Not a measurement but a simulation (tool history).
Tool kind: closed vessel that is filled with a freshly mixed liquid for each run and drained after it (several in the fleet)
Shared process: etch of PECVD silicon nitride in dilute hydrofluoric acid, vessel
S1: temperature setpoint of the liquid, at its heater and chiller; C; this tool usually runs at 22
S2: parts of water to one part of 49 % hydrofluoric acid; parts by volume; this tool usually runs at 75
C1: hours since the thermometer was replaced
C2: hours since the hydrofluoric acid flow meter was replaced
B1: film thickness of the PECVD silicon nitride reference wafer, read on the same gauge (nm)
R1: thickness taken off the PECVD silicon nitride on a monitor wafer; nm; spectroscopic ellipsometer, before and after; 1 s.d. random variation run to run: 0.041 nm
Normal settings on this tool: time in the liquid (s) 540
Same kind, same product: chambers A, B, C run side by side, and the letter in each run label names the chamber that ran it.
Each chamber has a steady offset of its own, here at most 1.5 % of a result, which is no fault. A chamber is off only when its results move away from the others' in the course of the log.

{"run": "1B", "hour": 6.9, "S1": 22, "S2": 75, "time in the liquid (s)": 540, "C1": 560.6, "C2": 757.5, "B1": 79.994, "R1": 12.472}
{"run": "2C", "hour": 14.5, "S1": 22, "S2": 75, "time in the liquid (s)": 540, "C1": 1349.7, "C2": 1122.6, "B1": 80.009, "R1": 12.519}
{"run": "3A", "hour": 24.5, "S1": 22, "S2": 75, "time in the liquid (s)": 540, "C1": 748.7, "C2": 1168.8, "B1": 80.013, "R1": 12.48}
{"run": "4A", "hour": 31.0, "S1": 22, "S2": 75, "time in the liquid (s)": 540, "C1": 755.2, "C2": 1175.3, "B1": 79.973, "R1": 12.493}
{"hour": 35.7, "done": "chamber A: thermometer replaced"}
{"run": "5C", "hour": 38.6, "S1": 22, "S2": 75, "time in the liquid (s)": 540, "C1": 1373.8, "C2": 1146.7, "B1": 80.006, "R1": 12.504}
{"run": "6B", "hour": 45.7, "S1": 22, "S2": 75, "time in the liquid (s)": 540, "C1": 599.4, "C2": 796.3, "B1": 80.001, "R1": 12.471}
{"run": "7C", "hour": 55.0, "S1": 27, "S2": 40, "time in the liquid (s)": 540, "C1": 1390.2, "C2": 1163.1, "B1": 79.982, "R1": 32.45}
{"run": "8B", "hour": 63.1, "S1": 27, "S2": 40, "time in the liquid (s)": 540, "C1": 616.8, "C2": 813.7, "B1": 80.007, "R1": 32.922}
{"run": "9A", "hour": 70.0, "S1": 27, "S2": 40, "time in the liquid (s)": 540, "C1": 34.4, "C2": 1214.3, "B1": 79.98, "R1": 31.95}
{"run": "10B", "hour": 81.5, "S1": 22, "S2": 75, "time in the liquid (s)": 540, "C1": 635.2, "C2": 832.1, "B1": 80.023, "R1": 12.43}
{"run": "11C", "hour": 91.1, "S1": 22, "S2": 75, "time in the liquid (s)": 540, "C1": 1426.3, "C2": 1199.2, "B1": 79.97, "R1": 12.507}
{"run": "12A", "hour": 97.5, "S1": 22, "S2": 75, "time in the liquid (s)": 540, "C1": 61.9, "C2": 1241.8, "B1": 79.982, "R1": 12.475}
{"run": "13B", "hour": 111.5, "S1": 22, "S2": 75, "time in the liquid (s)": 540, "C1": 665.2, "C2": 862.1, "B1": 80.046, "R1": 12.474}
{"run": "14A", "hour": 118.1, "S1": 22, "S2": 75, "time in the liquid (s)": 540, "C1": 82.5, "C2": 1262.4, "B1": 79.994, "R1": 12.442}
{"run": "15C", "hour": 128.9, "S1": 22, "S2": 75, "time in the liquid (s)": 540, "C1": 1464.1, "C2": 1237, "B1": 79.99, "R1": 12.647}
{"run": "16C", "hour": 138.4, "S1": 22, "S2": 75, "time in the liquid (s)": 540, "C1": 1473.6, "C2": 1246.5, "B1": 79.992, "R1": 12.555}
{"run": "17A", "hour": 145.0, "S1": 22, "S2": 75, "time in the liquid (s)": 540, "C1": 109.4, "C2": 1289.3, "B1": 79.994, "R1": 12.442}
{"run": "18B", "hour": 158.0, "S1": 22, "S2": 75, "time in the liquid (s)": 540, "C1": 711.7, "C2": 908.6, "B1": 79.999, "R1": 12.453}
{"run": "19C", "hour": 168.1, "S1": 22, "S2": 75, "time in the liquid (s)": 540, "C1": 1503.3, "C2": 1276.2, "B1": 79.969, "R1": 12.729}
{"run": "20B", "hour": 175.0, "S1": 17.5, "S2": 75, "time in the liquid (s)": 540, "C1": 728.7, "C2": 925.6, "B1": 80.005, "R1": 9.1462}
{"run": "21A", "hour": 182.0, "S1": 17.5, "S2": 75, "time in the liquid (s)": 540, "C1": 146.4, "C2": 1326.3, "B1": 79.993, "R1": 9.1327}
{"run": "22B", "hour": 191.0, "S1": 17.5, "S2": 75, "time in the liquid (s)": 540, "C1": 744.7, "C2": 941.6, "B1": 79.99, "R1": 9.1433}
{"run": "23C", "hour": 197.6, "S1": 22, "S2": 75, "time in the liquid (s)": 540, "C1": 1532.8, "C2": 1305.7, "B1": 79.996, "R1": 12.811}
{"run": "24A", "hour": 209.8, "S1": 22, "S2": 75, "time in the liquid (s)": 540, "C1": 174.2, "C2": 1354.1, "B1": 80.008, "R1": 12.444}
{"run": "25C", "hour": 223.2, "S1": 22, "S2": 75, "time in the liquid (s)": 540, "C1": 1558.4, "C2": 1331.3, "B1": 79.961, "R1": 12.975}
{"run": "26A", "hour": 233.6, "S1": 22, "S2": 55, "time in the liquid (s)": 705, "C1": 198, "C2": 1377.9, "B1": 80.01, "R1": 22.016}
{"run": "27B", "hour": 242.8, "S1": 22, "S2": 55, "time in the liquid (s)": 705, "C1": 796.5, "C2": 993.4, "B1": 80.03, "R1": 22.264}

Is one chamber off against the others, does the gauge drift, or is nothing wrong? If a chamber is off, say which, and what the likeliest cause is.

One chamber, C, drifts off from the rest bit by bit.
Most likely cause: liquid hotter than its thermometer reads (K) = 0.543.
Not necessarily distinguishable in this log from: hydrofluoric acid flow above the setpoint (%).

Which of the 4 candidates below, each the usual settings with something changed and its results left as question marks, puts chamber C back in line with what the other chambers give on the usual settings?
Maximum distance from the other chambers' mean on the usual settings for a result to count as in line: R1 0.15 nm
{"run": "28C-1", "hour": 252.9, "S1": 22, "S2": 75, "time in the liquid (s)": 500, "R1": "?"}
{"run": "28C-2", "hour": 252.9, "S1": 22, "S2": 75, "time in the liquid (s)": 520, "R1": "?"}
{"run": "28C-3", "hour": 252.9, "S1": 22, "S2": 75, "time in the liquid (s)": 585, "R1": "?"}
{"run": "28C-4", "hour": 252.9, "S1": 22, "S2": 75, "time in the liquid (s)": 565, "R1": "?"}

What the other chambers average on the usual settings: R1 12.459 nm
run=28C-1 R1=12.011
run=28C-2 R1=12.491
run=28C-3 R1=14.053
run=28C-4 R1=13.572
28C-2 puts the chamber back in line with the other chambers.
